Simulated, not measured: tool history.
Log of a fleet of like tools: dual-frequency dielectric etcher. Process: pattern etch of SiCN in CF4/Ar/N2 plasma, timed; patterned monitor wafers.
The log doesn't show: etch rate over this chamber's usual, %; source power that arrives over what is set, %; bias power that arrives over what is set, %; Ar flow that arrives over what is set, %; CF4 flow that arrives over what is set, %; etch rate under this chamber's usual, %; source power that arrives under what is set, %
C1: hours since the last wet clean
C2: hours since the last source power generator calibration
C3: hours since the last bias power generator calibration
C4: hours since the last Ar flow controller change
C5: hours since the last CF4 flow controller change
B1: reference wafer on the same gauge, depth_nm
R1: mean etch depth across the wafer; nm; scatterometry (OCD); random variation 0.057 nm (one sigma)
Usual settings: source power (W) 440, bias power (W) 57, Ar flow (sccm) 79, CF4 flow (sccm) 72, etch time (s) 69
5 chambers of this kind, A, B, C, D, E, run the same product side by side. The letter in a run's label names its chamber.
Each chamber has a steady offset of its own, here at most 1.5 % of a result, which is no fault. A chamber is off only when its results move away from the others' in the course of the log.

Run 1A, hour 5.3: usual settings; C1 15.5; C2 676.8; C3 903.1; C4 1636.7; C5 4395.8; B1 59.190. Result: R1 56.264 nm.
Run 2B, hour 10.8: usual settings; C1 704.8; C2 538.4; C3 1671.5; C4 2146.1; C5 808.0; B1 59.183. Result: R1 56.055 nm.
At hour 13.4: chamber B: wet clean of the chamber.
At hour 17.0: chamber C: wet clean of the chamber.
Run 3D, hour 17.7: usual settings; C1 395.2; C2 2016.3; C3 1691.2; C4 698.1; C5 1587.4; B1 59.164. Result: R1 56.204 nm.
Run 4E, hour 23.2: usual settings; C1 345.7; C2 833.5; C3 2873.0; C4 1889.8; C5 2680.9; B1 59.195. Result: R1 56.078 nm.
Run 5C, hour 29.9: usual settings but source power (W) 480, Ar flow (sccm) 87; C1 13.0; C2 153.8; C3 226.1; C4 143.9; C5 815.7; B1 59.177. Result: R1 60.231 nm.
Run 6D, hour 34.5: usual settings but source power (W) 480, Ar flow (sccm) 87; C1 412.0; C2 2033.1; C3 1708.0; C4 714.9; C5 1604.2; B1 59.145. Result: R1 59.780 nm.
Run 7C, hour 37.9: usual settings but source power (W) 480, Ar flow (sccm) 87; C1 21.0; C2 161.8; C3 234.1; C4 151.9; C5 823.7; B1 59.146. Result: R1 60.277 nm.
Run 8A, hour 41.4: usual settings but source power (W) 480, Ar flow (sccm) 87; C1 51.6; C2 712.9; C3 939.2; C4 1672.8; C5 4431.9; B1 59.138. Result: R1 59.936 nm.
Run 9E, hour 46.3: usual settings but source power (W) 480, Ar flow (sccm) 87; C1 368.8; C2 856.6; C3 2896.1; C4 1912.9; C5 2704.0; B1 59.135. Result: R1 59.673 nm.
Run 10B, hour 51.4: usual settings; C1 38.1; C2 579.0; C3 1712.1; C4 2186.7; C5 848.6; B1 59.122. Result: R1 56.068 nm.
Run 11C, hour 55.6: usual settings; C1 38.7; C2 179.5; C3 251.8; C4 169.6; C5 841.4; B1 59.129. Result: R1 56.539 nm.
Run 12A, hour 62.1: usual settings; C1 72.3; C2 733.6; C3 959.9; C4 1693.5; C5 4452.6; B1 59.127. Result: R1 56.363 nm.
Run 13B, hour 67.6: usual settings; C1 54.3; C2 595.2; C3 1728.3; C4 2202.9; C5 864.8; B1 59.111. Result: R1 56.018 nm.
Run 14E, hour 72.9: usual settings; C1 395.4; C2 883.2; C3 2922.7; C4 1939.5; C5 2730.6; B1 59.128. Result: R1 56.074 nm.
Run 15D, hour 76.3: usual settings but source power (W) 390, CF4 flow (sccm) 64; C1 453.8; C2 2074.9; C3 1749.8; C4 756.7; C5 1646.0; B1 59.102. Result: R1 49.544 nm.
Run 16D, hour 82.6: usual settings but source power (W) 390, CF4 flow (sccm) 64; C1 460.1; C2 2081.2; C3 1756.1; C4 763.0; C5 1652.3; B1 59.093. Result: R1 49.485 nm.
Run 17C, hour 86.1: usual settings but source power (W) 390, CF4 flow (sccm) 64; C1 69.2; C2 210.0; C3 282.3; C4 200.1; C5 871.9; B1 59.088. Result: R1 49.886 nm.
Run 18A, hour 92.5: usual settings but source power (W) 390, CF4 flow (sccm) 64; C1 102.7; C2 764.0; C3 990.3; C4 1723.9; C5 4483.0; B1 59.077. Result: R1 49.708 nm.
Run 19B, hour 98.4: usual settings but source power (W) 390, CF4 flow (sccm) 64; C1 85.1; C2 626.0; C3 1759.1; C4 2233.7; C5 895.6; B1 59.059. Result: R1 49.380 nm.
At hour 98.5: chamber E: wet clean of the chamber.
Run 20E, hour 105.2: usual settings; C1 6.7; C2 915.5; C3 2955.0; C4 1971.8; C5 2762.9; B1 59.077. Result: R1 55.973 nm.
Run 21D, hour 111.8: usual settings; C1 489.3; C2 2110.4; C3 1785.3; C4 792.2; C5 1681.5; B1 59.056. Result: R1 56.233 nm.
Run 22A, hour 116.8: usual settings; C1 127.0; C2 788.3; C3 1014.6; C4 1748.2; C5 4507.3; B1 59.066. Result: R1 56.345 nm.
Run 23B, hour 121.4: usual settings; C1 108.1; C2 649.0; C3 1782.1; C4 2256.7; C5 918.6; B1 59.042. Result: R1 55.917 nm.
Run 24C, hour 127.8: usual settings; C1 110.9; C2 251.7; C3 324.0; C4 241.8; C5 913.6; B1 59.051. Result: R1 56.513 nm.
Run 25E, hour 131.4: usual settings; C1 32.9; C2 941.7; C3 2981.2; C4 1998.0; C5 2789.1; B1 59.027. Result: R1 55.961 nm.
Run 26B, hour 137.5: usual settings but Ar flow (sccm) 98, CF4 flow (sccm) 89; C1 124.2; C2 665.1; C3 1798.2; C4 2272.8; C5 934.7; B1 59.009. Result: R1 55.832 nm.
Run 27D, hour 144.3: usual settings but Ar flow (sccm) 98, CF4 flow (sccm) 89; C1 521.8; C2 2142.9; C3 1817.8; C4 824.7; C5 1714.0; B1 59.011. Result: R1 56.125 nm.
Run 28E, hour 148.2: usual settings but Ar flow (sccm) 98, CF4 flow (sccm) 89; C1 49.7; C2 958.5; C3 2998.0; C4 2014.8; C5 2805.9; B1 59.022. Result: R1 55.827 nm.
Run 29A, hour 152.1: usual settings but Ar flow (sccm) 98, CF4 flow (sccm) 89; C1 162.3; C2 823.6; C3 1049.9; C4 1783.5; C5 4542.6; B1 58.997. Result: R1 56.111 nm.
Run 30C, hour 157.4: usual settings but Ar flow (sccm) 98, CF4 flow (sccm) 89; C1 140.5; C2 281.3; C3 353.6; C4 271.4; C5 943.2; B1 58.996. Result: R1 56.300 nm.
Run 31E, hour 160.6: usual settings; C1 62.1; C2 970.9; C3 3010.4; C4 2027.2; C5 2818.3; B1 59.006. Result: R1 55.887 nm.
At hour 166.9: chamber D: wet clean of the chamber.
Run 32B, hour 167.5: usual settings but Ar flow (sccm) 94; C1 154.2; C2 695.1; C3 1828.2; C4 2302.8; C5 964.7; B1 59.000. Result: R1 54.427 nm.
Run 33A, hour 172.8: usual settings but Ar flow (sccm) 94; C1 183.0; C2 844.3; C3 1070.6; C4 1804.2; C5 4563.3; B1 58.985. Result: R1 54.690 nm.
Run 34C, hour 178.2: usual settings but Ar flow (sccm) 94; C1 161.3; C2 302.1; C3 374.4; C4 292.2; C5 964.0; B1 58.975. Result: R1 54.921 nm.
Run 35D, hour 183.0: usual settings but Ar flow (sccm) 94; C1 16.1; C2 2181.6; C3 1856.5; C4 863.4; C5 1752.7; B1 58.969. Result: R1 54.480 nm.
Run 36A, hour 189.6: usual settings but Ar flow (sccm) 94; C1 199.8; C2 861.1; C3 1087.4; C4 1821.0; C5 4580.1; B1 58.978. Result: R1 54.766 nm.

Next, every chamber runs the same settings. What will each give?
Run 37A, hour 194.6: usual settings. Result: R1 ?.
Run 37B, hour 194.6: usual settings. Result: R1 ?.
Run 37C, hour 194.6: usual settings. Result: R1 ?.
Run 37D, hour 194.6: usual settings. Result: R1 ?.
Run 37E, hour 194.6: usual settings. Result: R1 ?.

run      R1
37A  56.067
37B  55.958
37C  56.348
37D  55.784
37E  55.883
